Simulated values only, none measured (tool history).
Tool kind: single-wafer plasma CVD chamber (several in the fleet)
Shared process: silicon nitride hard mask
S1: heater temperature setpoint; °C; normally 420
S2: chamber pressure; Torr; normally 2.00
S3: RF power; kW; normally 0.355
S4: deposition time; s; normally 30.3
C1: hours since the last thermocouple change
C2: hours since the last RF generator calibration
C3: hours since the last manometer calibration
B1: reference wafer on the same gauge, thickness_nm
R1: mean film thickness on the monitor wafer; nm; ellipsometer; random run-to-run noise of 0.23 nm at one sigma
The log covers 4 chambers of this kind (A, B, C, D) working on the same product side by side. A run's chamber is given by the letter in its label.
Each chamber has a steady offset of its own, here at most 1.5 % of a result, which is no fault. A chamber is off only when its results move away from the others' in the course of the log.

run 1C hour=12.8 | S1=420 S2=2.00 S3=0.355 S4=30.3 | C1=1853.3 C2=734.4 C3=467.8 | B1=46.881 | R1=40.876
run 2D hour=24.2 | S1=420 S2=2.00 S3=0.355 S4=30.3 | C1=1827.8 C2=964.9 C3=384.0 | B1=46.908 | R1=40.990
run 3A hour=35.9 | S1=420 S2=2.00 S3=0.355 S4=30.3 | C1=2573.9 C2=228.0 C3=564.5 | B1=46.915 | R1=41.117
run 4B hour=46.9 | S1=420 S2=2.00 S3=0.355 S4=30.3 | C1=1137.2 C2=1214.2 C3=963.7 | B1=46.867 | R1=40.461
run 5D hour=59.1 | S1=420 S2=1.66 S3=0.355 S4=30.3 | C1=1862.7 C2=999.8 C3=418.9 | B1=46.944 | R1=38.951
run 6B hour=66.6 | S1=420 S2=1.66 S3=0.355 S4=30.3 | C1=1156.9 C2=1233.9 C3=983.4 | B1=46.939 | R1=38.271
-- hour=71.6 chamber A: thermocouple changed; heater temperature recalibrated
run 7A hour=74.0 | S1=420 S2=1.66 S3=0.355 S4=30.3 | C1=2.5 C2=266.1 C3=602.6 | B1=46.934 | R1=39.321
run 8C hour=86.7 | S1=420 S2=1.66 S3=0.355 S4=30.3 | C1=1927.2 C2=808.3 C3=541.7 | B1=46.933 | R1=38.713
run 9A hour=93.7 | S1=420 S2=2.00 S3=0.355 S4=30.3 | C1=22.2 C2=285.8 C3=622.3 | B1=46.895 | R1=41.159
run 10C hour=104.4 | S1=420 S2=2.00 S3=0.310 S4=30.3 | C1=1944.9 C2=826.0 C3=559.4 | B1=46.930 | R1=37.027
run 11D hour=116.7 | S1=420 S2=2.00 S3=0.310 S4=30.3 | C1=1920.3 C2=1057.4 C3=476.5 | B1=46.887 | R1=37.488
run 12B hour=126.3 | S1=420 S2=2.00 S3=0.310 S4=30.3 | C1=1216.6 C2=1293.6 C3=1043.1 | B1=46.897 | R1=37.199
run 13C hour=134.2 | S1=420 S2=2.00 S3=0.310 S4=30.3 | C1=1974.7 C2=855.8 C3=589.2 | B1=46.899 | R1=37.469
run 14A hour=141.7 | S1=420 S2=1.84 S3=0.320 S4=30.3 | C1=70.2 C2=333.8 C3=670.3 | B1=46.930 | R1=37.763
run 15D hour=150.2 | S1=420 S2=1.84 S3=0.320 S4=30.3 | C1=1953.8 C2=1090.9 C3=510.0 | B1=46.872 | R1=36.891
-- hour=156.5 chamber B: capacitance manometer re-zeroed and calibrated
run 16B hour=159.1 | S1=420 S2=1.84 S3=0.320 S4=30.3 | C1=1249.4 C2=1326.4 C3=2.6 | B1=46.848 | R1=37.268
-- hour=160.3 chamber B: thermocouple changed; heater temperature recalibrated
run 17B hour=166.1 | S1=420 S2=1.84 S3=0.320 S4=30.3 | C1=5.9 C2=1333.4 C3=9.6 | B1=46.983 | R1=37.121
run 18A hour=178.6 | S1=420 S2=2.00 S3=0.355 S4=30.3 | C1=107.1 C2=370.7 C3=707.2 | B1=46.905 | R1=41.421
run 19D hour=188.5 | S1=420 S2=2.00 S3=0.355 S4=30.3 | C1=1992.1 C2=1129.2 C3=548.3 | B1=46.927 | R1=39.976
run 20C hour=202.0 | S1=420 S2=2.00 S3=0.355 S4=30.3 | C1=2042.5 C2=923.6 C3=657.0 | B1=46.864 | R1=40.706
run 21B hour=210.9 | S1=420 S2=2.00 S3=0.355 S4=30.3 | C1=50.7 C2=1378.2 C3=54.4 | B1=46.917 | R1=40.451
run 22C hour=224.3 | S1=420 S2=2.00 S3=0.355 S4=30.3 | C1=2064.8 C2=945.9 C3=679.3 | B1=46.866 | R1=40.278
run 23A hour=234.7 | S1=420 S2=2.00 S3=0.355 S4=30.3 | C1=163.2 C2=426.8 C3=763.3 | B1=46.907 | R1=41.083
run 24D hour=245.7 | S1=420 S2=2.00 S3=0.355 S4=30.3 | C1=2049.3 C2=1186.4 C3=605.5 | B1=46.900 | R1=39.656
run 25C hour=256.4 | S1=420 S2=2.00 S3=0.355 S4=30.3 | C1=2096.9 C2=978.0 C3=711.4 | B1=46.922 | R1=40.364

Each of the 4 chambers runs these same settings next. Fill in every chamber's results:
run 26A hour=266.4 | S1=420 S2=2.00 S3=0.355 S4=30.3 | R1=?
run 26B hour=266.4 | S1=420 S2=2.00 S3=0.355 S4=30.3 | R1=?
run 26C hour=266.4 | S1=420 S2=2.00 S3=0.355 S4=30.3 | R1=?
run 26D hour=266.4 | S1=420 S2=2.00 S3=0.355 S4=30.3 | R1=?

run=26A R1=41.230
run=26B R1=40.658
run=26C R1=40.632
run=26D R1=39.176
